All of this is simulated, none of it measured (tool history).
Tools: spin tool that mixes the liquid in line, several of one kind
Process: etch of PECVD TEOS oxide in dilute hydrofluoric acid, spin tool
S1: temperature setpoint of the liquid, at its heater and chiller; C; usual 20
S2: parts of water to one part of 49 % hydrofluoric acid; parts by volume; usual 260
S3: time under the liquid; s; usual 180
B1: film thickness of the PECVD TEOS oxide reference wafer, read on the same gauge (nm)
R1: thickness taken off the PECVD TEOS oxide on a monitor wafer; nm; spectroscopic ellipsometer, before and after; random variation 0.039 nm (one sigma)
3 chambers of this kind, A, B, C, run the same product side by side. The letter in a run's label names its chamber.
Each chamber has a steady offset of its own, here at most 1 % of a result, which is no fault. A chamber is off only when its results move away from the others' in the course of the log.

Run 1C, hour 8.9: usual settings; B1 89.996. Result: R1 6.79 nm.
Run 2B, hour 16.6: usual settings; B1 90.004. Result: R1 6.7818 nm.
Run 3A, hour 29.2: usual settings; B1 90.006. Result: R1 6.739 nm.
Run 4B, hour 39.2: usual settings; B1 90.021. Result: R1 6.8583 nm.
Run 5C, hour 51.8: usual settings; B1 90.024. Result: R1 6.783 nm.
Run 6A, hour 66.4: usual settings; B1 90.004. Result: R1 6.8141 nm.
Run 7A, hour 76.1: usual settings; B1 89.989. Result: R1 6.7506 nm.
At hour 89.1: chamber B: hydrofluoric acid flow meter replaced.
Run 8B, hour 90.7: usual settings; B1 90.006. Result: R1 6.9371 nm.
Run 9C, hour 104: usual settings; B1 89.963. Result: R1 6.8571 nm.
Run 10A, hour 112.9: usual settings; B1 90.013. Result: R1 6.7367 nm.
Run 11C, hour 121.4: usual settings; B1 90.015. Result: R1 6.8364 nm.
Run 12B, hour 130.1: usual settings; B1 90.015. Result: R1 7.0232 nm.
Run 13B, hour 143.9: usual settings; B1 89.967. Result: R1 6.9785 nm.
Run 14A, hour 154.1: usual settings; B1 89.995. Result: R1 6.7043 nm.
Run 15C, hour 164: usual settings; B1 89.965. Result: R1 6.7925 nm.
Run 16A, hour 176.2: usual settings but S1 18 C, S2 200 parts by volume; B1 89.988. Result: R1 8.6269 nm.
Run 17B, hour 187.3: usual settings but S1 18 C, S2 200 parts by volume; B1 90.022. Result: R1 8.9853 nm.
At hour 191.5: chamber C: thermometer replaced.
Run 18C, hour 195.5: usual settings but S1 18 C, S2 200 parts by volume; B1 90.03. Result: R1 8.5441 nm.
Run 19C, hour 203.2: usual settings; B1 89.975. Result: R1 6.8117 nm.
Run 20B, hour 213.4: usual settings; B1 89.966. Result: R1 7.2006 nm.
Run 21A, hour 227.1: usual settings; B1 89.993. Result: R1 6.7438 nm.
Run 22A, hour 243.3: usual settings; B1 89.974. Result: R1 6.8318 nm.
Run 23C, hour 260: usual settings; B1 90. Result: R1 6.8534 nm.
Run 24B, hour 270.7: usual settings but S2 360 parts by volume; B1 90.014. Result: R1 4.8149 nm.
Run 25B, hour 283.3: usual settings but S2 360 parts by volume; B1 90.004. Result: R1 4.7708 nm.

What goes on in this fleet: one chamber off, a drifting gauge, or nothing beyond the chambers' own small offsets? Name the chamber and the cause, if any.

Chamber B drifts away from the others.
Cause: liquid hotter than its thermometer reads (K) = 2.04.

Here are 4 candidates for chamber B's next run, each the usual settings with a change, their results left as question marks. Which one brings its results back in line with what the others give on the usual settings?
In line means no further than this from the other chambers' mean on the usual settings: R1 0.14 nm
Run 26B-1, hour 295.3: usual settings but S2 270 parts by volume, S3 175 s. Result: R1 ?.
Run 26B-2, hour 295.3: usual settings but S2 275 parts by volume, S3 170 s. Result: R1 ?.
Run 26B-3, hour 295.3: usual settings but S2 245 parts by volume, S3 190 s. Result: R1 ?.
Run 26B-4, hour 295.3: usual settings but S1 22 C. Result: R1 ?.

The other chambers' mean on the usual settings: R1 6.8 nm
  run      R1
26B-1  6.7828
26B-2  6.4399
26B-3  8.3024
26B-4  7.8649
26B-1 brings the chamber back in line.

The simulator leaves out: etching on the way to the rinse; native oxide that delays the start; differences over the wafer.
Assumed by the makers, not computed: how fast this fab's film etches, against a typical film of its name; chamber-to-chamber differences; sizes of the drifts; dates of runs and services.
